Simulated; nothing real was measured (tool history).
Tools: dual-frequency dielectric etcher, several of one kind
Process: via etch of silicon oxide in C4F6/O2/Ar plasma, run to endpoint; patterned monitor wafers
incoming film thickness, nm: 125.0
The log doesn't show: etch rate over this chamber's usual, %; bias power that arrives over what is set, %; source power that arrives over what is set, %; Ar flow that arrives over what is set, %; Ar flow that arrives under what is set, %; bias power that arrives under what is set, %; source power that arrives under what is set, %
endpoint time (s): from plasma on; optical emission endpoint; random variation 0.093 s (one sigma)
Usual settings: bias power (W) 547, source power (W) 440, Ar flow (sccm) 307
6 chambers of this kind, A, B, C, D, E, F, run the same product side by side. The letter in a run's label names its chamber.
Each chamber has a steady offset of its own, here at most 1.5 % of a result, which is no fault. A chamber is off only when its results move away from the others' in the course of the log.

| run | hour | bias power (W) | source power (W) | Ar flow (sccm) | hours since the last wet clean | hours since the last bias power generator calibration | hours since the last source power generator calibration | hours since the last Ar flow controller change | endpoint time (s) |
|---|---|---|---|---|---|---|---|---|---|
| 1D | 7.0 | 547 | 440 | 307 | 195.1 | 472.6 | 177.2 | 952.4 | 25.913 |
| 2F | 20.9 | 547 | 440 | 307 | 113.2 | 4102.4 | 1916.1 | 2488.4 | 25.770 |
| 3C | 34.1 | 547 | 440 | 307 | 92.7 | 1495.1 | 2355.1 | 2402.0 | 25.732 |
|  | 37.4 | chamber B: bias power generator calibrated |
| 4B | 46.9 | 547 | 440 | 307 | 59.9 | 9.5 | 2493.2 | 401.1 | 25.472 |
| 5E | 55.9 | 547 | 440 | 307 | 353.9 | 929.6 | 3546.4 | 1265.3 | 25.638 |
| 6A | 62.4 | 547 | 440 | 307 | 155.0 | 142.9 | 4434.1 | 1791.4 | 25.863 |
| 7A | 71.4 | 547 | 440 | 307 | 164.0 | 151.9 | 4443.1 | 1800.4 | 25.968 |
| 8F | 81.9 | 547 | 440 | 307 | 174.2 | 4163.4 | 1977.1 | 2549.4 | 25.807 |
| 9D | 91.9 | 547 | 350 | 307 | 280.0 | 557.5 | 262.1 | 1037.3 | 27.927 |
| 10B | 104.8 | 547 | 350 | 307 | 117.8 | 67.4 | 2551.1 | 459.0 | 27.698 |
| 11C | 111.4 | 547 | 350 | 307 | 170.0 | 1572.4 | 2432.4 | 2479.3 | 27.920 |
| 12E | 125.1 | 547 | 350 | 307 | 423.1 | 998.8 | 3615.6 | 1334.5 | 28.115 |
| 13E | 133.1 | 547 | 350 | 307 | 431.1 | 1006.8 | 3623.6 | 1342.5 | 27.754 |
| 14B | 147.1 | 547 | 350 | 307 | 160.1 | 109.7 | 2593.4 | 501.3 | 27.714 |
| 15A | 155.6 | 547 | 440 | 307 | 248.2 | 236.1 | 4527.3 | 1884.6 | 25.856 |
| 16F | 162.5 | 547 | 440 | 307 | 254.8 | 4244.0 | 2057.7 | 2630.0 | 25.882 |
| 17D | 174.4 | 547 | 440 | 307 | 362.5 | 640.0 | 344.6 | 1119.8 | 25.793 |
|  | 176.1 | chamber F: source power generator calibrated |
| 18C | 183.4 | 547 | 440 | 307 | 242.0 | 1644.4 | 2504.4 | 2551.3 | 25.777 |
| 19A | 195.9 | 547 | 440 | 307 | 288.5 | 276.4 | 4567.6 | 1924.9 | 25.897 |
| 20B | 209.4 | 547 | 440 | 307 | 222.4 | 172.0 | 2655.7 | 563.6 | 25.386 |
| 21D | 218.3 | 547 | 440 | 307 | 406.4 | 683.9 | 388.5 | 1163.7 | 25.693 |
| 22C | 229.6 | 547 | 440 | 307 | 288.2 | 1690.6 | 2550.6 | 2597.5 | 25.839 |
| 23E | 242.6 | 547 | 440 | 307 | 540.6 | 1116.3 | 3733.1 | 1452.0 | 25.542 |
| 24F | 256.0 | 627 | 440 | 379 | 348.3 | 4337.5 | 79.9 | 2723.5 | 24.978 |
| 25E | 266.9 | 627 | 440 | 379 | 564.9 | 1140.6 | 3757.4 | 1476.3 | 24.929 |
| 26D | 279.9 | 627 | 440 | 379 | 468.0 | 745.5 | 450.1 | 1225.3 | 25.178 |
| 27C | 287.7 | 627 | 440 | 379 | 346.3 | 1748.7 | 2608.7 | 2655.6 | 24.931 |
| 28A | 295.8 | 627 | 440 | 379 | 388.4 | 376.3 | 4667.5 | 2024.8 | 25.270 |
| 29B | 302.3 | 627 | 440 | 379 | 315.3 | 264.9 | 2748.6 | 656.5 | 24.712 |
| 30F | 312.3 | 547 | 440 | 307 | 404.6 | 4393.8 | 136.2 | 2779.8 | 25.447 |
| 31A | 326.5 | 547 | 440 | 307 | 419.1 | 407.0 | 4698.2 | 2055.5 | 26.074 |
|  | 330.4 | chamber E: wet clean of the chamber |
|  | 333.2 | chamber C: wet clean of the chamber |
| 32F | 336.8 | 547 | 340 | 307 | 429.1 | 4418.3 | 160.7 | 2804.3 | 27.987 |
| 33C | 346.9 | 547 | 340 | 307 | 13.8 | 1807.9 | 2667.9 | 2714.8 | 28.235 |
|  | 357.1 | chamber B: wet clean of the chamber |
| 34D | 361.0 | 547 | 340 | 307 | 549.1 | 826.6 | 531.2 | 1306.4 | 28.419 |
| 35B | 371.6 | 547 | 340 | 307 | 14.6 | 334.2 | 2817.9 | 725.8 | 28.191 |
| 36E | 378.4 | 547 | 340 | 307 | 48.1 | 1252.1 | 3868.9 | 1587.8 | 28.099 |
|  | 387.4 | chamber D: wet clean of the chamber |
| 37C | 392.4 | 547 | 340 | 307 | 59.3 | 1853.4 | 2713.4 | 2760.3 | 28.195 |
|  | 400.5 | chamber A: wet clean of the chamber |
| 38A | 406.8 | 547 | 440 | 307 | 6.3 | 487.3 | 4778.5 | 2135.8 | 25.995 |
| 39F | 416.3 | 632 | 440 | 245 | 508.6 | 4497.8 | 240.2 | 2883.8 | 23.349 |
| 40D | 424.5 | 632 | 440 | 245 | 37.2 | 890.1 | 594.7 | 1369.9 | 24.034 |
| 41B | 437.6 | 632 | 440 | 245 | 80.6 | 400.2 | 2883.9 | 791.8 | 23.482 |

Is one chamber off against the others, does the gauge drift, or is nothing wrong? If a chamber is off, say which, and what the likeliest cause is.

Chamber F drifts away from the others.
Cause: etch rate over this chamber's usual, % = 2.28.
The log may not tell that from: bias power that arrives over what is set, %.

Here are 4 candidates for chamber F's next run, each the usual settings with a change, their results left as question marks. Which one brings its results back in line with what the others give on the usual settings?
In line means no further than this from the other chambers' mean on the usual settings: endpoint time (s) 0.320
| 42F-1 | 448.2 | 547 | 390 | 307 |  |  |  |  | ? |
| 42F-2 | 448.2 | 547 | 480 | 297 |  |  |  |  | ? |
| 42F-3 | 448.2 | 573 | 440 | 307 |  |  |  |  | ? |
| 42F-4 | 448.2 | 521 | 440 | 307 |  |  |  |  | ? |

The other chambers' mean on the usual settings: endpoint time (s) 25.728
| run | endpoint time (s) |
|---|---|
| 42F-1 | 26.435 |
| 42F-2 | 24.415 |
| 42F-3 | 24.864 |
| 42F-4 | 25.758 |
42F-4 brings the chamber back in line.
